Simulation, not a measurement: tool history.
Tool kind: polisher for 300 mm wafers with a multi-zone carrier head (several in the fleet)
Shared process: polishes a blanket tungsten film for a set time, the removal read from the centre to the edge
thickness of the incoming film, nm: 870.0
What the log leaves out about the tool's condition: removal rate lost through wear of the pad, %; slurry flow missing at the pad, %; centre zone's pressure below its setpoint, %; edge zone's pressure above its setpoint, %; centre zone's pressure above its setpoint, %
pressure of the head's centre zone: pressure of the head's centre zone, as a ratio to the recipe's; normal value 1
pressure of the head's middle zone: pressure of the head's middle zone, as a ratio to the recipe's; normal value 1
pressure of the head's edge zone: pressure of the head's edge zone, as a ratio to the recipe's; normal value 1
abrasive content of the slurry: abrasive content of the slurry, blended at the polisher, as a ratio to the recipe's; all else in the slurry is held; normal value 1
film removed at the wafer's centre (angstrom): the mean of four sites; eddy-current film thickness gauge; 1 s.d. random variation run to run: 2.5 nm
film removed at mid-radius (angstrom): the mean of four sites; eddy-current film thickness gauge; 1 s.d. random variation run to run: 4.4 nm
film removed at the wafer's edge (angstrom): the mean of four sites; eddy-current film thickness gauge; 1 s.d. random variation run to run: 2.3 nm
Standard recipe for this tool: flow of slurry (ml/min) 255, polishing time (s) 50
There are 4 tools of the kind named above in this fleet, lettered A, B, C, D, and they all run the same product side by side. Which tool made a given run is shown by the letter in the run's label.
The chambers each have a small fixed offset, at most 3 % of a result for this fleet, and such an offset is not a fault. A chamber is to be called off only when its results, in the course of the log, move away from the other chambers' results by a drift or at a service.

run,hour,flow of slurry (ml/min),pressure of the head's centre zone,pressure of the head's middle zone,pressure of the head's edge zone,abrasive content of the slurry,polishing time (s),wafers polished on this pad,hours since the slurry nozzle was cleaned,hours since the centre zone pressure was calibrated,hours since the edge zone pressure was calibrated,film removed at the wafer's centre (angstrom),film removed at mid-radius (angstrom),film removed at the wafer's edge (angstrom)
# hour 6.6: chamber A: worn pad replaced by a new one
1D,14.3,255,1,1,1,1,50,169,151.7,296.9,222.4,2923.7,2995.4,2936.6
2B,23.2,255,1,1,1,1,50,370,452,383.3,253,2985.2,2955.4,2966
# hour 27.8: chamber C: slurry nozzle cleaned
3C,35.2,255,1,1,1,1,50,574,7.4,444.2,995.2,3004.2,3026.4,2926
4A,50.9,255,1,1,1,1,50,343,443.7,937.4,419.2,2911.7,2886.9,3016.5
# hour 53.2: chamber B: worn pad replaced by a new one
5A,62.2,255,0.91,1,1,1,50,431,455,948.7,430.5,2643.6,2897.5,3042.9
6C,76.3,255,0.91,1,1,1,50,892,48.5,485.3,1036.3,2702.1,2923.6,2951.8
7B,84.7,255,0.91,1,1,1,50,244,513.5,444.8,314.5,2670.4,2969.3,2943.1
8D,97.8,255,0.91,1,1,1,50,816,235.2,380.4,305.9,2587.2,2874.9,2971.5
# hour 101.7: chamber B: centre zone pressure recalibrated
# hour 103.8: chamber D: worn pad replaced by a new one
9B,112.9,255,1,1,1,1,50,463,541.7,11.2,342.7,2962.1,2964,3007
# hour 125.3: chamber C: worn pad replaced by a new one
10C,126.9,255,1,1,1,1,50,13,99.1,535.9,1086.9,2985.9,2980.9,2907.6
# hour 131.9: chamber A: worn pad replaced by a new one
11A,135.9,255,1,1,1,1,50,31,528.7,1022.4,504.2,2963.5,2981.7,3066.6
# hour 140: chamber B: worn pad replaced by a new one
12D,145,255,1,1,1.05,0.85,50,319,282.4,427.6,353.1,2783.3,2808.2,2911.9
# hour 146.3: chamber A: slurry nozzle cleaned
# hour 155.1: chamber A: centre zone pressure recalibrated
13D,156.4,255,1,1,1.05,0.85,50,408,293.8,439,364.5,2809.1,2917.5,2932.7
14B,165,255,1,1,1.05,0.85,50,194,593.8,63.3,394.8,2829.3,2825.6,2968.2
15C,173.9,255,1,1,1.05,0.85,50,377,146.1,582.9,1133.9,2870.7,2773.7,2903.3
16A,188.5,255,1,1,1,1,50,439,42.3,33.4,556.8,2920.3,2921.9,3057.1
# hour 196.6: chamber B: edge zone pressure recalibrated
17A,200.9,210,1,1.07,1,1,50,535,54.7,45.8,569.2,2870.5,3052.8,2984.6
18C,208.3,210,1,1.07,1,1,50,643,180.5,617.3,1168.3,2900.3,3046.4,2865.3
# hour 210: chamber D: worn pad replaced by a new one
19D,219.8,210,1,1.07,1,1,50,76,357.2,502.4,427.9,2697.3,3058.2,2877.7
# hour 232.9: chamber B: worn pad replaced by a new one
20B,234.3,210,1,1.07,1,1,50,11,663.1,132.6,37.7,2858.2,3093.6,2914.7
21A,247.4,255,1,1,1,1,50,895,101.2,92.3,615.7,2936.3,2939.1,3075.9
22C,258.9,255,1,1,1,1,50,1035,231.1,667.9,1218.9,2981,2957.5,2932.8
23D,270.2,255,1,1,1,1,50,466,407.6,552.8,478.3,2705.8,2966.4,2957
# hour 273: chamber A: worn pad replaced by a new one
24B,283.6,255,1,1,1,1,50,393,712.4,181.9,87,2944.4,2967.9,2935.6
25B,292.8,255,0.93,1,1.09,1,50,464,721.6,191.1,96.2,2751,2930.6,3121.2
26D,308.8,255,0.93,1,1.09,1,50,765,446.2,591.4,516.9,2485.8,3005.6,3082.3
# hour 309.3: chamber B: slurry nozzle cleaned
# hour 310.8: chamber C: centre zone pressure recalibrated
27C,319.6,255,0.93,1,1.09,1,50,1506,291.8,8.8,1279.6,2756.8,2960.9,3061.8
# hour 324.2: chamber B: worn pad replaced by a new one
28A,335.7,255,0.93,1,1.09,1,50,486,189.5,180.6,704,2708,2893.4,3209.3
# hour 337.7: chamber C: worn pad replaced by a new one
# hour 342.3: chamber D: worn pad replaced by a new one
29C,343.2,255,1,1,1,1,50,43,315.4,32.4,1303.2,2962.7,2965.9,2908.2
30B,354.1,175,1,0.91,1,1,50,232,44.8,252.4,157.5,2742.1,2645.8,2859.6
31A,367.4,175,1,0.91,1,1,50,731,221.2,212.3,735.7,2785.9,2496.6,2947.7
32D,379,175,1,0.91,1,1,50,284,516.4,661.6,587.1,2478.5,2602.7,2851.9

For the next run the whole fleet of 4 chambers uses the same settings. Give each chamber's results:
33A,390.9,255,1,1.04,1,1,50,,,,,?,?,?
33B,390.9,255,1,1.04,1,1,50,,,,,?,?,?
33C,390.9,255,1,1.04,1,1,50,,,,,?,?,?
33D,390.9,255,1,1.04,1,1,50,,,,,?,?,?

run,film removed at the wafer's centre (angstrom),film removed at mid-radius (angstrom),film removed at the wafer's edge (angstrom)
33A,2936.1,3112.6,3041.2
33B,2935.4,2986.5,2993.4
33C,3005.9,3147.7,2882.7
33D,2612.2,3019.1,2959.9
